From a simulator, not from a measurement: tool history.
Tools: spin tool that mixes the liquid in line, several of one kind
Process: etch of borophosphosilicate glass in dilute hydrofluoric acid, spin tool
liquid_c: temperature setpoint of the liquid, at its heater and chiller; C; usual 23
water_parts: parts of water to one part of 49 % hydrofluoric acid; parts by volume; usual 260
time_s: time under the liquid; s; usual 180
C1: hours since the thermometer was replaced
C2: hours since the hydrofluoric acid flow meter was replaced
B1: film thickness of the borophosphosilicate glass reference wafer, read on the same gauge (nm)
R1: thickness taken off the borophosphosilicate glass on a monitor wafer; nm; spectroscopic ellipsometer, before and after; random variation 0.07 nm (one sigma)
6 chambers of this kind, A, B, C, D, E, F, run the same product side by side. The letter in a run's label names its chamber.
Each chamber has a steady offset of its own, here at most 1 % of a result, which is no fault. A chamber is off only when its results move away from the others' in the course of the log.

At hour 3.2: chamber E: hydrofluoric acid flow meter replaced.
Run 1E, hour 9.8: usual settings; C1 87.8; C2 6.6; B1 69.972. Result: R1 14.7770 nm.
Run 2A, hour 18.3: usual settings; C1 488.6; C2 126.2; B1 70.010. Result: R1 14.9430 nm.
Run 3D, hour 30.6: usual settings; C1 439.3; C2 374.7; B1 70.013. Result: R1 14.7980 nm.
Run 4C, hour 42.3: usual settings; C1 960.8; C2 552.8; B1 70.011. Result: R1 14.9040 nm.
Run 5F, hour 51.4: usual settings; C1 1113.2; C2 237.5; B1 69.990. Result: R1 15.0700 nm.
Run 6B, hour 60.7: usual settings; C1 439.4; C2 541.8; B1 69.993. Result: R1 15.0100 nm.
Run 7B, hour 68.7: usual settings; C1 447.4; C2 549.8; B1 69.999. Result: R1 15.0300 nm.
Run 8E, hour 77.1: usual settings but water_parts 345 parts by volume, time_s 105 s; C1 155.1; C2 73.9; B1 70.003. Result: R1 6.0369 nm.
Run 9D, hour 82.6: usual settings but water_parts 345 parts by volume, time_s 105 s; C1 491.3; C2 426.7; B1 69.997. Result: R1 6.0293 nm.
Run 10A, hour 94.6: usual settings but water_parts 345 parts by volume, time_s 105 s; C1 564.9; C2 202.5; B1 69.966. Result: R1 6.1389 nm.
Run 11F, hour 100.0: usual settings but water_parts 345 parts by volume, time_s 105 s; C1 1161.8; C2 286.1; B1 70.017. Result: R1 6.1198 nm.
Run 12C, hour 109.3: usual settings but water_parts 345 parts by volume, time_s 105 s; C1 1027.8; C2 619.8; B1 69.998. Result: R1 6.0372 nm.
Run 13C, hour 118.2: usual settings but water_parts 345 parts by volume, time_s 105 s; C1 1036.7; C2 628.7; B1 70.011. Result: R1 6.0795 nm.
Run 14E, hour 130.5: usual settings; C1 208.5; C2 127.3; B1 70.003. Result: R1 14.8180 nm.
Run 15F, hour 139.6: usual settings; C1 1201.4; C2 325.7; B1 69.998. Result: R1 14.8870 nm.
Run 16D, hour 149.2: usual settings; C1 557.9; C2 493.3; B1 69.977. Result: R1 14.9170 nm.
Run 17A, hour 156.7: usual settings but water_parts 360 parts by volume, time_s 105 s; C1 627.0; C2 264.6; B1 69.995. Result: R1 5.8827 nm.
At hour 161.8: chamber C: hydrofluoric acid flow meter replaced.
Run 18B, hour 166.9: usual settings but water_parts 360 parts by volume, time_s 105 s; C1 545.6; C2 648.0; B1 70.026. Result: R1 5.7440 nm.
Run 19C, hour 176.3: usual settings but water_parts 360 parts by volume, time_s 105 s; C1 1094.8; C2 14.6; B1 69.975. Result: R1 5.7125 nm.
Run 20E, hour 183.1: usual settings but water_parts 360 parts by volume, time_s 105 s; C1 261.1; C2 179.9; B1 69.983. Result: R1 5.6583 nm.
Run 21F, hour 189.9: usual settings but water_parts 360 parts by volume, time_s 105 s; C1 1251.7; C2 376.0; B1 69.991. Result: R1 5.7654 nm.
Run 22B, hour 202.3: usual settings but water_parts 360 parts by volume, time_s 105 s; C1 581.0; C2 683.4; B1 69.974. Result: R1 5.7761 nm.
Run 23A, hour 210.2: usual settings; C1 680.5; C2 318.1; B1 70.017. Result: R1 15.5340 nm.
Run 24D, hour 221.1: usual settings but water_parts 345 parts by volume, time_s 285 s; C1 629.8; C2 565.2; B1 69.966. Result: R1 16.5530 nm.
Run 25B, hour 233.0: usual settings but water_parts 345 parts by volume, time_s 285 s; C1 611.7; C2 714.1; B1 69.986. Result: R1 16.4590 nm.
Run 26F, hour 239.6: usual settings but water_parts 345 parts by volume, time_s 285 s; C1 1301.4; C2 425.7; B1 69.985. Result: R1 16.5240 nm.
Run 27A, hour 247.5: usual settings but water_parts 345 parts by volume, time_s 285 s; C1 717.8; C2 355.4; B1 70.016. Result: R1 16.9960 nm.
Run 28C, hour 258.6: usual settings but water_parts 345 parts by volume, time_s 285 s; C1 1177.1; C2 96.9; B1 70.018. Result: R1 16.3200 nm.
Run 29E, hour 267.6: usual settings but water_parts 345 parts by volume, time_s 285 s; C1 345.6; C2 264.4; B1 70.006. Result: R1 16.2290 nm.
Run 30D, hour 277.0: usual settings; C1 685.7; C2 621.1; B1 70.003. Result: R1 15.0440 nm.
Run 31D, hour 286.6: usual settings; C1 695.3; C2 630.7; B1 70.000. Result: R1 14.8870 nm.
Run 32C, hour 293.4: usual settings; C1 1211.9; C2 131.7; B1 70.000. Result: R1 14.8580 nm.
Run 33A, hour 299.7: usual settings; C1 770.0; C2 407.6; B1 69.995. Result: R1 15.7420 nm.
Run 34B, hour 308.6: usual settings; C1 687.3; C2 789.7; B1 70.000. Result: R1 14.9810 nm.
Run 35E, hour 314.5: usual settings; C1 392.5; C2 311.3; B1 69.995. Result: R1 14.6670 nm.
Run 36F, hour 320.5: usual settings; C1 1382.3; C2 506.6; B1 69.987. Result: R1 15.1200 nm.

What goes on in this fleet: one chamber off, a drifting gauge, or nothing beyond the chambers' own small offsets? Name the chamber and the cause, if any.

Chamber A drifts away from the others.
Cause: liquid hotter than its thermometer reads (K) = 1.57.
The log may not tell that from: hydrofluoric acid flow above the setpoint (%).

Here are 4 candidates for chamber A's next run, each the usual settings with a change, their results left as question marks. Which one brings its results back in line with what the others give on the usual settings?
In line means no further than this from the other chambers' mean on the usual settings: R1 0.2500 nm
Run 37A-1, hour 329.5: usual settings but water_parts 255 parts by volume, time_s 185 s. Result: R1 ?.
Run 37A-2, hour 329.5: usual settings but time_s 170 s. Result: R1 ?.
Run 37A-3, hour 329.5: usual settings but liquid_c 22.5 C. Result: R1 ?.
Run 37A-4, hour 329.5: usual settings but water_parts 255 parts by volume. Result: R1 ?.

The other chambers' mean on the usual settings: R1 14.9300 nm
  run       R1
37A-1  16.6130
37A-2  14.9010
37A-3  15.5000
37A-4  16.1640
37A-2 brings the chamber back in line.
